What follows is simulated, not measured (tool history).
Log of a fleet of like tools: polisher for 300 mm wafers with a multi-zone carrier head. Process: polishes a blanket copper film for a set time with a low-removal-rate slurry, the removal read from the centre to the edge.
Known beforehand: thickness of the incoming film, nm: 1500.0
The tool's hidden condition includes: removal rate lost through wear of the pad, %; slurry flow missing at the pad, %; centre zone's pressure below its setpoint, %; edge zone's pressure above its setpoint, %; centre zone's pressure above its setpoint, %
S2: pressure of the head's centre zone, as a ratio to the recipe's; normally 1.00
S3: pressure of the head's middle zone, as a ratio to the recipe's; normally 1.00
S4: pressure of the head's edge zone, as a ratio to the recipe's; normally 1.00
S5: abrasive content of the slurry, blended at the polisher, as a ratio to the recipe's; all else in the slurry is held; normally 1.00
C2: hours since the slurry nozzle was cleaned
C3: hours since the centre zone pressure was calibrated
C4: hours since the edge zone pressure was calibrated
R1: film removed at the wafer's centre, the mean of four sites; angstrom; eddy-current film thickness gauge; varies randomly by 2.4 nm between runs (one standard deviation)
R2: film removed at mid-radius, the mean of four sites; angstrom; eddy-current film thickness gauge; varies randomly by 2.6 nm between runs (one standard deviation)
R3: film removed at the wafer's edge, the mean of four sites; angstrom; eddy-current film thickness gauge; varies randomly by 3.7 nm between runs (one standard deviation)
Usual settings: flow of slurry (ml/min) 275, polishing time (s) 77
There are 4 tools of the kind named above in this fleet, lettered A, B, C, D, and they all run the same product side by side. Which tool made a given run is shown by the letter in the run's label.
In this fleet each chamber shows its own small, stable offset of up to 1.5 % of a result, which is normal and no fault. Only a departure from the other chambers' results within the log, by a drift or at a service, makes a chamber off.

Run 1D, hour 5.5: usual settings; wafers polished on this pad 633; C2 195.3; C3 891.5; C4 279.0. Result: R1 2507.3 angstrom, R2 2440.4 angstrom, R3 2458.3 angstrom.
Run 2C, hour 9.1: usual settings; wafers polished on this pad 111; C2 383.3; C3 1219.9; C4 642.3. Result: R1 2506.5 angstrom, R2 2528.2 angstrom, R3 2539.9 angstrom.
Run 3A, hour 14.5: usual settings; wafers polished on this pad 365; C2 156.6; C3 236.4; C4 846.3. Result: R1 2540.9 angstrom, R2 2499.3 angstrom, R3 2456.7 angstrom.
Run 4B, hour 20.4: usual settings; wafers polished on this pad 560; C2 62.0; C3 124.9; C4 1075.0. Result: R1 2498.3 angstrom, R2 2480.8 angstrom, R3 2490.6 angstrom.
Run 5B, hour 26.3: usual settings but S4 1.07, polishing time (s) 68; wafers polished on this pad 603; C2 67.9; C3 130.8; C4 1080.9. Result: R1 2241.3 angstrom, R2 2188.0 angstrom, R3 2310.6 angstrom.
Run 6D, hour 30.1: usual settings but S4 1.07, polishing time (s) 68; wafers polished on this pad 813; C2 219.9; C3 916.1; C4 303.6. Result: R1 2172.5 angstrom, R2 2189.2 angstrom, R3 2270.0 angstrom.
Run 7C, hour 34.1: usual settings but S4 1.07, polishing time (s) 68; wafers polished on this pad 294; C2 408.3; C3 1244.9; C4 667.3. Result: R1 2221.2 angstrom, R2 2219.6 angstrom, R3 2294.4 angstrom.
Run 8A, hour 37.1: usual settings but S4 1.07, polishing time (s) 68; wafers polished on this pad 530; C2 179.2; C3 259.0; C4 868.9. Result: R1 2202.1 angstrom, R2 2227.1 angstrom, R3 2291.3 angstrom.
Run 9B, hour 42.5: usual settings but flow of slurry (ml/min) 200, S5 0.85; wafers polished on this pad 722; C2 84.1; C3 147.0; C4 1097.1. Result: R1 2326.1 angstrom, R2 2331.3 angstrom, R3 2436.3 angstrom.
At hour 43.2: chamber D: centre zone pressure recalibrated.
Run 10C, hour 46.5: usual settings but flow of slurry (ml/min) 200, S5 0.85; wafers polished on this pad 384; C2 420.7; C3 1257.3; C4 679.7. Result: R1 2342.8 angstrom, R2 2349.3 angstrom, R3 2357.4 angstrom.
Run 11A, hour 50.6: usual settings but flow of slurry (ml/min) 200, S5 0.85; wafers polished on this pad 629; C2 192.7; C3 272.5; C4 882.4. Result: R1 2341.2 angstrom, R2 2307.4 angstrom, R3 2293.6 angstrom.
Run 12D, hour 53.2: usual settings but flow of slurry (ml/min) 200, S5 0.85; wafers polished on this pad 982; C2 243.0; C3 10.0; C4 326.7. Result: R1 2491.4 angstrom, R2 2295.6 angstrom, R3 2337.0 angstrom.
Run 13A, hour 58.0: usual settings but S2 1.06; wafers polished on this pad 683; C2 200.1; C3 279.9; C4 889.8. Result: R1 2616.8 angstrom, R2 2507.4 angstrom, R3 2442.2 angstrom.
Run 14D, hour 63.7: usual settings but S2 1.06; wafers polished on this pad 1059; C2 253.5; C3 20.5; C4 337.2. Result: R1 2985.0 angstrom, R2 2490.3 angstrom, R3 2473.3 angstrom.
At hour 64.9: chamber D: edge zone pressure recalibrated.
Run 15B, hour 69.3: usual settings but S2 1.06; wafers polished on this pad 918; C2 110.9; C3 173.8; C4 1123.9. Result: R1 2696.0 angstrom, R2 2497.4 angstrom, R3 2532.3 angstrom.
At hour 72.8: chamber A: edge zone pressure recalibrated.
Run 16C, hour 73.6: usual settings but S2 1.06; wafers polished on this pad 583; C2 447.8; C3 1284.4; C4 706.8. Result: R1 2726.9 angstrom, R2 2540.5 angstrom, R3 2516.6 angstrom.
Run 17C, hour 76.3: usual settings; wafers polished on this pad 602; C2 450.5; C3 1287.1; C4 709.5. Result: R1 2491.7 angstrom, R2 2507.5 angstrom, R3 2469.1 angstrom.
At hour 80.5: chamber B: worn pad replaced by a new one.
Run 18A, hour 80.8: usual settings but S3 1.04, S5 1.15; wafers polished on this pad 850; C2 222.9; C3 302.7; C4 8.1. Result: R1 2530.3 angstrom, R2 2680.7 angstrom, R3 2528.4 angstrom.
Run 19D, hour 85.3: usual settings but S3 1.04, S5 1.15; wafers polished on this pad 1217; C2 275.1; C3 42.1; C4 20.5. Result: R1 2823.6 angstrom, R2 2683.5 angstrom, R3 2515.2 angstrom.
Run 20B, hour 89.1: usual settings but S3 1.04, S5 1.15; wafers polished on this pad 63; C2 130.7; C3 193.6; C4 1143.7. Result: R1 2591.7 angstrom, R2 2631.8 angstrom, R3 2617.0 angstrom.
Run 21C, hour 92.8: usual settings but S3 1.04, S5 1.15; wafers polished on this pad 723; C2 467.0; C3 1303.6; C4 726.0. Result: R1 2550.7 angstrom, R2 2696.5 angstrom, R3 2471.5 angstrom.
Run 22D, hour 96.1: usual settings; wafers polished on this pad 1296; C2 285.9; C3 52.9; C4 31.3. Result: R1 2680.6 angstrom, R2 2525.0 angstrom, R3 2480.0 angstrom.
Run 23B, hour 99.3: usual settings; wafers polished on this pad 138; C2 140.9; C3 203.8; C4 1153.9. Result: R1 2471.7 angstrom, R2 2501.9 angstrom, R3 2519.2 angstrom.
Run 24A, hour 102.5: usual settings; wafers polished on this pad 1009; C2 244.6; C3 324.4; C4 29.8. Result: R1 2449.2 angstrom, R2 2461.4 angstrom, R3 2505.9 angstrom.
Run 25B, hour 106.4: usual settings; wafers polished on this pad 190; C2 148.0; C3 210.9; C4 1161.0. Result: R1 2550.7 angstrom, R2 2487.1 angstrom, R3 2543.0 angstrom.

For the next run the whole fleet of 4 chambers uses the same settings. Give each chamber's results:
Run 26A, hour 110.8: usual settings. Result: R1 ?, R2 ?, R3 ?.
Run 26B, hour 110.8: usual settings. Result: R1 ?, R2 ?, R3 ?.
Run 26C, hour 110.8: usual settings. Result: R1 ?, R2 ?, R3 ?.
Run 26D, hour 110.8: usual settings. Result: R1 ?, R2 ?, R3 ?.

run      R1      R2      R3
26A  2458.8  2534.3  2513.1
26B  2519.8  2478.2  2518.0
26C  2435.2  2525.4  2501.1
26D  2725.6  2478.7  2498.5
